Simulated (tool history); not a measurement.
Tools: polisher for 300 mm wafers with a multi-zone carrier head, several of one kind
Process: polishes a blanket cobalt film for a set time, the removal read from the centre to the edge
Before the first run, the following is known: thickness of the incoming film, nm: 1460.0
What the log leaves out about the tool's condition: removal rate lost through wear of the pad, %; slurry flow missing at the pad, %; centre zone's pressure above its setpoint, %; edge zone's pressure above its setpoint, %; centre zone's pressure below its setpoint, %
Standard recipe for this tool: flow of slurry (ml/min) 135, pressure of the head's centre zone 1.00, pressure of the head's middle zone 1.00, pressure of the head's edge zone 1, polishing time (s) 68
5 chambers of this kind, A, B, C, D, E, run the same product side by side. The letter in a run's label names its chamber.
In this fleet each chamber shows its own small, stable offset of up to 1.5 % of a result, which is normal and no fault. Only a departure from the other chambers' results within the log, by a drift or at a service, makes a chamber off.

run	hour	flow of slurry (ml/min)	pressure of the head's centre zone	pressure of the head's middle zone	pressure of the head's edge zone	polishing time (s)	wafers polished on this pad	hours since the slurry nozzle was cleaned	hours since the centre zone pressure was calibrated	hours since the edge zone pressure was calibrated	film removed at the wafer's centre (angstrom)	film removed at mid-radius (angstrom)	film removed at the wafer's edge (angstrom)
1C	3.8	135	1.00	1.00	1	68	324	513.3	461.0	60.9	3059.7	2986.0	3106.8
2A	6.9	135	1.00	1.00	1	68	1321	215.8	994.1	22.7	3117.9	3107.7	3147.6
# hour 7.5: chamber A: worn pad replaced by a new one
3D	8.8	135	1.00	1.00	1	68	1105	431.5	72.9	277.7	3107.3	3096.6	3074.5
4E	11.7	135	1.00	1.00	1	68	455	352.1	668.6	794.4	3125.8	3199.1	3068.3
5B	15.1	135	1.00	1.00	1	68	598	261.4	589.3	96.6	3170.5	3093.0	3058.8
6E	18.9	135	1.00	1.00	1	68	558	359.3	675.8	801.6	3105.8	3104.3	3091.4
7A	22.5	135	1.00	1.00	1	68	214	231.4	1009.7	38.3	3147.4	3116.4	3089.5
# hour 24.5: chamber B: worn pad replaced by a new one
8C	26.7	135	1.00	1.00	1	68	651	536.2	483.9	83.8	3134.0	3147.5	3095.0
9D	29.3	135	1.00	1.00	1	68	1398	452.0	93.4	298.2	3088.8	3134.8	3095.5
10B	33.6	135	1.00	1.00	1	68	130	279.9	607.8	115.1	3157.1	3094.7	3078.4
# hour 36.6: chamber C: worn pad replaced by a new one
11B	37.2	135	1.00	1.00	1	68	181	283.5	611.4	118.7	3140.4	3018.9	3067.7
12E	40.8	135	1.00	1.00	1	68	871	381.2	697.7	823.5	3080.1	3106.2	3023.3
# hour 42.9: chamber E: worn pad replaced by a new one
13A	42.9	135	1.00	1.00	1	68	506	251.8	1030.1	58.7	3147.5	3085.5	3156.4
14D	46.6	135	1.00	1.00	1	68	1645	469.3	110.7	315.5	3041.5	3096.7	3058.6
# hour 47.8: chamber D: worn pad replaced by a new one
15C	48.5	135	1.00	1.00	1	68	171	558.0	505.7	105.6	3129.7	3057.3	3123.7
16C	52.4	160	1.00	1.00	1	68	226	561.9	509.6	109.5	3246.7	3167.7	3130.6
# hour 54.9: chamber D: slurry nozzle cleaned
17B	56.1	160	1.00	1.00	1	68	451	302.4	630.3	137.6	3284.0	3192.8	3181.3
18E	60.1	160	1.00	1.00	1	68	245	400.5	717.0	842.8	3207.7	3256.4	3189.5
19A	62.8	160	1.00	1.00	1	68	790	271.7	1050.0	78.6	3275.7	3142.0	3213.2
20D	66.6	160	1.00	1.00	1	68	269	11.7	130.7	335.5	3216.4	3189.7	3169.3
21A	68.9	135	1.00	1.00	1	68	877	277.8	1056.1	84.7	3180.5	3084.3	3137.7
22C	71.4	135	1.00	1.00	1	68	498	580.9	528.6	128.5	3129.9	3028.6	3120.9
# hour 73.5: chamber D: edge zone pressure recalibrated
23B	75.7	135	1.00	1.00	1	68	731	322.0	649.9	157.2	3091.8	3140.9	3128.2
# hour 77.7: chamber B: worn pad replaced by a new one
24E	78.2	135	1.00	1.00	1	68	504	418.6	735.1	860.9	3074.9	3050.0	3081.6
25D	80.9	135	1.00	1.00	1	68	473	26.0	145.0	7.5	3092.6	3198.9	3139.7
26B	85.2	135	1.00	1.00	1	68	107	331.5	659.4	166.7	3149.7	3031.9	3061.3
# hour 85.3: chamber B: slurry nozzle cleaned
# hour 86.9: chamber C: worn pad replaced by a new one
27D	88.7	135	1.00	1.00	1	68	585	33.8	152.8	15.3	3123.2	3104.9	3110.8
28E	91.4	135	1.00	1.00	1	68	693	431.8	748.3	874.1	3102.5	3055.9	3069.1
29A	94.2	135	1.00	1.06	1	68	1239	303.1	1081.4	110.0	3112.4	3144.7	3096.2
30C	96.9	135	1.00	1.06	1	68	143	606.4	554.1	154.0	3236.0	3240.4	3190.5
31C	99.9	135	1.00	1.06	1	68	186	609.4	557.1	157.0	3243.0	3284.9	3162.3
32D	102.2	135	1.00	1.06	1	68	778	47.3	166.3	28.8	3118.2	3205.0	3077.9
# hour 103.6: chamber A: worn pad replaced by a new one
33E	104.9	135	1.00	1.06	1	68	886	445.3	761.8	887.6	3076.7	3284.1	3085.6
34A	107.1	135	1.00	1.00	1	68	50	316.0	1094.3	122.9	3117.7	3061.0	3089.5
35B	110.6	135	1.00	1.00	1	68	470	25.4	684.8	192.1	3156.0	3086.8	3021.3
36B	112.8	135	1.00	1.00	1	68	502	27.6	687.0	194.3	3138.2	3162.4	3041.9
# hour 114.2: chamber E: worn pad replaced by a new one
37A	116.0	135	1.00	1.00	1	68	177	324.9	1103.2	131.8	3138.2	3102.6	3112.9
38E	120.0	135	1.00	1.00	1	68	84	460.4	776.9	902.7	3074.5	3188.7	3049.9
39C	122.7	135	1.11	1.00	1	68	512	632.2	579.9	179.8	3615.1	3089.2	3128.8
40D	125.2	135	1.11	1.00	1	68	1107	70.3	189.3	51.8	3467.1	3123.6	3107.4
41D	129.6	135	1.11	1.00	1	68	1169	74.7	193.7	56.2	3495.5	3100.6	3082.0
42C	131.6	135	1.11	1.00	1	68	639	641.1	588.8	188.7	3687.2	3038.7	3156.0
43B	134.5	135	1.11	1.00	1	68	812	49.3	708.7	216.0	3523.8	3139.6	3067.9

Is one chamber out of step, is the gauge drifting, or do the chambers differ by no more than their own small offsets? For an off chamber, give its letter and the likeliest cause.

It is chamber C that slowly wanders off from its peers.
Cause: centre zone's pressure above its setpoint, % = 5.56.

Here are 4 candidates for chamber C's next run, each the usual settings with a change, their results left as question marks. Which one brings its results back in line with what the others give on the usual settings?
Maximum distance from the other chambers' mean on the usual settings for a result to count as in line: film removed at the wafer's centre (angstrom) 86.0; film removed at mid-radius (angstrom) 150.0; film removed at the wafer's edge (angstrom) 100.0
44C-1	137.6	130	0.92	1.04	1.01	67					?	?	?
44C-2	137.6	140	1.08	0.96	0.99	69					?	?	?
44C-3	137.6	135	1.04	0.98	0.99	69					?	?	?
44C-4	137.6	135	0.96	1.02	1.01	67					?	?	?

Mean of the other chambers on the usual settings: film removed at the wafer's centre (angstrom) 3123.2; film removed at mid-radius (angstrom) 3109.9; film removed at the wafer's edge (angstrom) 3096.3
run	film removed at the wafer's centre (angstrom)	film removed at mid-radius (angstrom)	film removed at the wafer's edge (angstrom)
44C-1	2949.5	3129.2	3060.1
44C-2	3684.2	3035.7	3157.7
44C-3	3506.0	3071.8	3139.7
44C-4	3119.5	3097.4	3078.8
44C-4 is the one that brings the chamber's results back in line with the other chambers.

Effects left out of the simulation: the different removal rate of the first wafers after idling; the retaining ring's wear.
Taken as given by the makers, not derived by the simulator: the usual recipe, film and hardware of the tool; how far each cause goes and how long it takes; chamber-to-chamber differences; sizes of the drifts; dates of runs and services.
